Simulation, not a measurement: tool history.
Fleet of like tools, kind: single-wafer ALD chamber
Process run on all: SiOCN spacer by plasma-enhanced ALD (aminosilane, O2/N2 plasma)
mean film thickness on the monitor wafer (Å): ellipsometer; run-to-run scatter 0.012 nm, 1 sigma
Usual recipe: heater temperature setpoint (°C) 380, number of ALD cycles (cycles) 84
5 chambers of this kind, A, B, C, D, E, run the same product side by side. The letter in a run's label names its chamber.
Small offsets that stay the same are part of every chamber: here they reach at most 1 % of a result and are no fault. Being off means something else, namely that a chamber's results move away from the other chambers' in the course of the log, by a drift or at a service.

run   hour  heater temperature setpoint (°C)  number of ALD cycles (cycles)  hours since the last thermocouple change  read-back reference wafer on the same gauge, thickness_nm  mean film thickness on the monitor wafer (Å)
 1B   11.5                               380                             84                                     198.6                                                     5.2991                                        50.392
 2C   18.9                               380                             84                                     395.7                                                     5.3017                                        50.582
 3A   30.4                               380                             84                                     479.9                                                     5.3024                                        50.239
 4E   38.8                               380                             84                                    1128.4                                                     5.2995                                        50.509
 5D   50.7                               380                             84                                    1800.7                                                     5.3000                                        50.662
 6A   61.7                               380                             94                                     511.2                                                     5.2979                                        56.330
 7C   73.7                               380                             94                                     450.5                                                     5.2995                                        56.770
 8E   82.5                               380                             94                                    1172.1                                                     5.3004                                        56.420
 9B   91.4                               380                             94                                     278.5                                                     5.2989                                        56.246
10D  104.6                               380                             94                                    1854.6                                                     5.3007                                        56.659
11E  113.5                               380                             84                                    1203.1                                                     5.3017                                        50.259
12A  127.2                               380                             84                                     576.7                                                     5.2992                                        50.326
13B  139.6                               380                             84                                     326.7                                                     5.2973                                        50.288
14D  153.7                               380                             84                                    1903.7                                                     5.3017                                        50.450
15C  162.3                               380                             84                                     539.1                                                     5.3011                                        50.328
16E  171.6                               380                             84                                    1261.2                                                     5.3000                                        50.283
17C  180.9                               380                             84                                     557.7                                                     5.2974                                        50.286
18D  195.0                               380                             84                                    1945.0                                                     5.3028                                        50.850
19A  206.5                               380                             84                                     656.0                                                     5.2991                                        50.276
20B  219.4                               380                             84                                     406.5                                                     5.2995                                        50.198
21B  225.9                               380                             84                                     413.0                                                     5.2970                                        50.250
22C  232.9                               380                             84                                     609.7                                                     5.2976                                        50.435
23A  241.1                               380                             84                                     690.6                                                     5.3008                                        50.385
24D  250.8                               380                             84                                    2000.8                                                     5.2993                                        50.611
25E  259.1                               373                             84                                    1348.7                                                     5.3012                                        50.264
26A  272.8                               373                             84                                     722.3                                                     5.2992                                        50.161
27C  282.9                               373                             84                                     659.7                                                     5.2988                                        50.392
28D  295.1                               373                             84                                    2045.1                                                     5.3033                                        50.504
29B  302.9                               373                             84                                     490.0                                                     5.2989                                        50.326
30E  314.9                               380                             84                                    1404.5                                                     5.3009                                        50.296
31E  326.3                               380                             84                                    1415.9                                                     5.3023                                        50.353
32B  339.8                               380                             84                                     526.9                                                     5.3022                                        50.186

Is one chamber off against the others, does the gauge drift, or is nothing wrong? If a chamber is off, say which, and what the likeliest cause is.

Neither any chamber nor the gauge drifts; the chambers differ only by their own small, steady offsets.

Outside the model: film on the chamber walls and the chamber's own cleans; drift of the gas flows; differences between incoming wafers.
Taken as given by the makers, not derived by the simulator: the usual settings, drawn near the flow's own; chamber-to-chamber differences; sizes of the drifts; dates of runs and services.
